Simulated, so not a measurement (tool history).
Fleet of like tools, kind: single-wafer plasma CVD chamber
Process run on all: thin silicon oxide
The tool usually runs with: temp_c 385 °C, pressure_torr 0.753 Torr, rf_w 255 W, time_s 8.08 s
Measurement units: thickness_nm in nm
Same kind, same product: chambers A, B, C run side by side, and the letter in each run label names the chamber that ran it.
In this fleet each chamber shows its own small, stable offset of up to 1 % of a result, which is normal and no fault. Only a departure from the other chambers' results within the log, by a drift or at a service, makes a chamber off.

run	day	temp_c	pressure_torr	rf_w	time_s	hours since the last thermocouple change	hours since the last RF generator calibration	hours since the last manometer calibration	read-back reference wafer on the same gauge, thickness_nm	thickness_nm
1C	0.383	385	0.753	255	8.08	250.7	185.7	1760.3	14.1	13.351
2B	0.796	385	0.753	255	8.08	814.3	1177.5	1607.7	14.097	13.145
3A	1.312	385	0.753	255	8.08	49	223.4	1428.3	14.102	13.142
4B	1.633	385	0.753	255	8.08	834.4	1197.6	1627.8	14.094	13.192
5A	2.071	385	0.662	255	8.08	67.2	241.6	1446.5	14.106	11.497
6C	2.454	385	0.662	255	8.08	300.4	235.4	1810	14.095	11.735
7A	2.867	385	0.662	255	8.08	86.3	260.7	1465.6	14.087	11.486
8B	3.483	385	0.753	255	8.08	878.8	1242	1672.2	14.096	13.116
9C	4	385	0.753	255	8.08	337.5	272.5	1847.1	14.105	13.262
10A	4.512	385	0.753	255	8.08	125.8	300.2	1505.1	14.098	13.16
11C	5.029	385	0.753	255	8.08	362.2	297.2	1871.8	14.084	13.326
12B	5.667	385	0.753	255	8.08	931.2	1294.4	1724.6	14.099	13.208
13A	6.05	385	0.753	255	8.08	162.7	337.1	1542	14.1	13.302
14B	6.525	385	0.753	290	8.08	951.8	1315	1745.2	14.099	13.904
# day 6.617: chamber C: capacitance manometer re-zeroed and calibrated
15C	7.117	385	0.753	290	8.08	412.3	347.3	12.1	14.101	14.041
16A	7.475	385	0.753	290	8.08	196.9	371.3	1576.2	14.106	14.188
17C	8.038	385	0.753	255	8.08	434.4	369.4	34.2	14.101	13.231
18B	8.329	385	0.753	255	8.08	995.1	1358.3	1788.5	14.097	13.137
19A	8.721	385	0.837	255	8.08	226.8	401.2	1606.1	14.112	14.957
20B	9.196	385	0.837	255	8.08	1015.9	1379.1	1809.3	14.105	14.509
21C	9.504	385	0.837	255	8.08	469.6	404.6	69.4	14.103	14.628

Predict what each chamber gives when all 3 of them run the settings below next.
22A	9.971	385	0.753	300	8.08					?
22B	9.971	385	0.753	300	8.08					?
22C	9.971	385	0.753	300	8.08					?

run	thickness_nm
22A	14.653
22B	14.151
22C	14.282

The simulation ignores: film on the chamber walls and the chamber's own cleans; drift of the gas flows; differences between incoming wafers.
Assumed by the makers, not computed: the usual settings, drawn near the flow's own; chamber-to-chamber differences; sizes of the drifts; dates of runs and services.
